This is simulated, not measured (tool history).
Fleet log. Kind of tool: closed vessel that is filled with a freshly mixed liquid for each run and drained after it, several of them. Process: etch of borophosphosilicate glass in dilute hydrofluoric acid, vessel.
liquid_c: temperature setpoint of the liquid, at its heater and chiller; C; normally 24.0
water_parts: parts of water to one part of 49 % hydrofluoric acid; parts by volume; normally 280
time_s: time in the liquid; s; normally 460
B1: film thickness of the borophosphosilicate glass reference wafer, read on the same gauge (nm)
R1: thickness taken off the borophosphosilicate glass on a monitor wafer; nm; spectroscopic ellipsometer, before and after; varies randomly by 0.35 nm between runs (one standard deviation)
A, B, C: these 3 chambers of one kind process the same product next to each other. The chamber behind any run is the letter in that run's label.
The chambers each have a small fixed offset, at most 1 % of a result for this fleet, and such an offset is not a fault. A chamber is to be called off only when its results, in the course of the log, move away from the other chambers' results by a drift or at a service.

Run 1A, hour 12.9: usual settings; B1 129.96. Result: R1 54.462 nm.
Run 2C, hour 22.6: usual settings; B1 130.00. Result: R1 54.331 nm.
Run 3B, hour 31.2: usual settings; B1 129.96. Result: R1 55.048 nm.
Run 4C, hour 43.9: usual settings; B1 130.00. Result: R1 53.998 nm.
Run 5B, hour 58.0: usual settings; B1 129.98. Result: R1 54.495 nm.
At hour 66.5: chamber C: hydrofluoric acid flow meter replaced.
Run 6A, hour 70.5: usual settings; B1 130.01. Result: R1 53.756 nm.
Run 7A, hour 84.0: usual settings; B1 130.02. Result: R1 53.747 nm.
Run 8C, hour 96.7: usual settings; B1 130.02. Result: R1 53.738 nm.
Run 9B, hour 103.9: usual settings; B1 130.04. Result: R1 55.189 nm.
Run 10A, hour 116.5: usual settings but water_parts 360 parts by volume, time_s 365 s; B1 129.96. Result: R1 30.525 nm.
Run 11B, hour 128.1: usual settings but water_parts 360 parts by volume, time_s 365 s; B1 130.03. Result: R1 31.706 nm.
Run 12C, hour 141.5: usual settings but water_parts 360 parts by volume, time_s 365 s; B1 130.02. Result: R1 30.890 nm.
Run 13C, hour 153.0: usual settings; B1 129.99. Result: R1 53.482 nm.
Run 14B, hour 165.4: usual settings; B1 129.99. Result: R1 56.139 nm.
Run 15A, hour 173.0: usual settings; B1 130.01. Result: R1 53.235 nm.
Run 16B, hour 183.3: usual settings but water_parts 355 parts by volume, time_s 620 s; B1 130.00. Result: R1 55.719 nm.
Run 17A, hour 191.8: usual settings but water_parts 355 parts by volume, time_s 620 s; B1 130.06. Result: R1 53.075 nm.
Run 18C, hour 200.5: usual settings but water_parts 355 parts by volume, time_s 620 s; B1 130.01. Result: R1 52.998 nm.
Run 19C, hour 208.3: usual settings; B1 129.99. Result: R1 53.286 nm.
Run 20B, hour 221.2: usual settings but liquid_c 21.5 C, time_s 205 s; B1 129.98. Result: R1 23.014 nm.
Run 21A, hour 228.4: usual settings but liquid_c 21.5 C, time_s 205 s; B1 129.99. Result: R1 21.840 nm.
Run 22A, hour 241.2: usual settings but liquid_c 21.5 C, time_s 205 s; B1 130.01. Result: R1 21.950 nm.
Run 23C, hour 251.0: usual settings but water_parts 200 parts by volume, time_s 220 s; B1 129.98. Result: R1 39.446 nm.
Run 24B, hour 264.8: usual settings but water_parts 200 parts by volume, time_s 220 s; B1 130.07. Result: R1 41.006 nm.
Run 25A, hour 278.0: usual settings but water_parts 200 parts by volume, time_s 220 s; B1 129.99. Result: R1 39.669 nm.
Run 26C, hour 287.4: usual settings; B1 129.99. Result: R1 53.399 nm.
Run 27B, hour 297.0: usual settings; B1 130.02. Result: R1 58.137 nm.
Run 28A, hour 303.8: usual settings; B1 130.03. Result: R1 53.978 nm.
Run 29C, hour 314.4: usual settings; B1 130.00. Result: R1 53.696 nm.
Run 30B, hour 325.7: usual settings; B1 130.01. Result: R1 58.141 nm.
Run 31C, hour 338.8: usual settings but liquid_c 28.0 C, time_s 705 s; B1 130.01. Result: R1 94.819 nm.
Run 32A, hour 353.2: usual settings but liquid_c 28.0 C, time_s 705 s; B1 129.99. Result: R1 94.723 nm.
Run 33B, hour 359.9: usual settings but liquid_c 28.0 C, time_s 705 s; B1 130.01. Result: R1 102.980 nm.

One chamber off, gauge drift, or nothing amiss beyond the chambers' own small offsets? If it is a chamber, which one, and what is the likeliest cause?

It is chamber B that slowly wanders off from its peers.
What lies behind it: hydrofluoric acid flow above the setpoint (%) = 6.78.
The log may not separate it from: liquid hotter than its thermometer reads (K).

Below are 4 candidate recipes for chamber B's next run, each the usual settings with a change, their results shown as question marks. Which of them brings B's results back in line with what the other chambers give on the usual settings?
Counts as in line when no further than this from what the other chambers average on the usual settings: R1 1.200 nm
Run 34B-1, hour 370.4: usual settings but water_parts 290 parts by volume, time_s 440 s. Result: R1 ?.
Run 34B-2, hour 370.4: usual settings but water_parts 290 parts by volume. Result: R1 ?.
Run 34B-3, hour 370.4: usual settings but water_parts 270 parts by volume, time_s 480 s. Result: R1 ?.
Run 34B-4, hour 370.4: usual settings but water_parts 275 parts by volume, time_s 470 s. Result: R1 ?.

The mean the other chambers reach with the usual settings: R1 53.692 nm
  run      R1
34B-1  54.096
34B-2  56.555
34B-3  64.539
34B-4  61.765
The answer is 34B-1, which returns the chamber to within the allowed miss of the others.

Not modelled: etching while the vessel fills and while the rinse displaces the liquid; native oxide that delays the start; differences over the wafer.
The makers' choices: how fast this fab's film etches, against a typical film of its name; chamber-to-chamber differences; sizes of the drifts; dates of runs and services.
